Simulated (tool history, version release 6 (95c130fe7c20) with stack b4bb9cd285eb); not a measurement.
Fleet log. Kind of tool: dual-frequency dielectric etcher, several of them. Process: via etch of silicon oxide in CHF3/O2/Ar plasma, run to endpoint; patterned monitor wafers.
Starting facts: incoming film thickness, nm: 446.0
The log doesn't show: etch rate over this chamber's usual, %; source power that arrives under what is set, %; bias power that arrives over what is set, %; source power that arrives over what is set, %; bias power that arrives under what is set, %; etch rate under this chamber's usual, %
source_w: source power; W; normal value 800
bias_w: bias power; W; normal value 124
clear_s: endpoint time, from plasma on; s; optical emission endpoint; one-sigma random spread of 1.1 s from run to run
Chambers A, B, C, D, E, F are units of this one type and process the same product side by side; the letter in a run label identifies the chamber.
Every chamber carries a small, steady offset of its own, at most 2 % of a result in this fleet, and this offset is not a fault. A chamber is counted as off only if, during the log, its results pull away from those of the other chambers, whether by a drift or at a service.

run	hour	source_w	bias_w	hours since the last wet clean	hours since the last source power generator calibration	hours since the last bias power generator calibration	clear_s
1A	3.4	800	124	37.1	3988.3	2113.1	225.77
2E	10.5	800	124	168.2	673.8	1005.2	222.18
3C	14.9	800	124	166.9	2054.4	1411	227.24
4D	20.6	800	124	312.8	1531.7	2352.2	227.38
5F	25.8	800	124	511.5	82	2117.9	228.83
6B	31.2	800	124	72.4	43.8	258.2	227.91
7D	37.9	800	124	330.1	1549	2369.5	228.86
# hour 42.4: chamber F: bias power generator calibrated
8E	44.2	800	124	201.9	707.5	1038.9	221.62
9C	48	800	124	200	2087.5	1444.1	226.49
10F	51.2	800	124	536.9	107.4	8.8	225.97
11B	56.3	800	124	97.5	68.9	283.3	228.06
12A	61.4	800	124	95.1	4046.3	2171.1	227.04
13F	64.7	800	124	550.4	120.9	22.3	228.5
14A	70.3	800	124	104	4055.2	2180	228.67
15C	73.9	800	124	225.9	2113.4	1470	226.81
16D	80.2	800	124	372.4	1591.3	2411.8	228.01
17E	86.2	800	124	243.9	749.5	1080.9	223.87
18B	89.7	800	124	130.9	102.3	316.7	226.3
# hour 92.7: chamber F: wet clean of the chamber
19E	94	800	124	251.7	757.3	1088.7	223.11
20A	98.5	800	124	132.2	4083.4	2208.2	228.29
21C	102.1	800	124	254.1	2141.6	1498.2	230.26
22B	105.5	800	124	146.7	118.1	332.5	225.67
23F	109.8	800	124	17.1	166	67.4	238.61
24D	115.3	710	124	407.5	1626.4	2446.9	237.47
25A	119.2	710	124	152.9	4104.1	2228.9	238.62
26E	124.3	710	124	282	787.6	1119	232.99
27D	127.9	710	124	420.1	1639	2459.5	239.16
28C	132.6	710	124	284.6	2172.1	1528.7	239.52
29B	137.3	710	124	178.5	149.9	364.3	239.45
30F	141.5	800	124	48.8	197.7	99.1	238.55
31E	147.7	800	146	305.4	811	1142.4	213.07
# hour 149: chamber D: wet clean of the chamber
32A	154.1	800	146	187.8	4139	2263.8	215.76
33D	159.1	800	146	10.2	1670.2	2490.7	216.9
34C	163.2	800	146	315.2	2202.7	1559.3	216.01
35B	170.3	800	146	211.5	182.9	397.3	215.37
36F	175.8	800	146	83.1	232	133.4	224.08
37E	182.3	800	124	340	845.6	1177	222.65
38D	188.5	800	124	39.6	1699.6	2520.1	224.37

All 6 chambers run these settings next. Forecast each chamber's results:
39A	193.7	800	124				?
39B	193.7	800	124				?
39C	193.7	800	124				?
39D	193.7	800	124				?
39E	193.7	800	124				?
39F	193.7	800	124				?

run	clear_s
39A	226.69
39B	227.78
39C	225.59
39D	225.17
39E	222.09
39F	238.09

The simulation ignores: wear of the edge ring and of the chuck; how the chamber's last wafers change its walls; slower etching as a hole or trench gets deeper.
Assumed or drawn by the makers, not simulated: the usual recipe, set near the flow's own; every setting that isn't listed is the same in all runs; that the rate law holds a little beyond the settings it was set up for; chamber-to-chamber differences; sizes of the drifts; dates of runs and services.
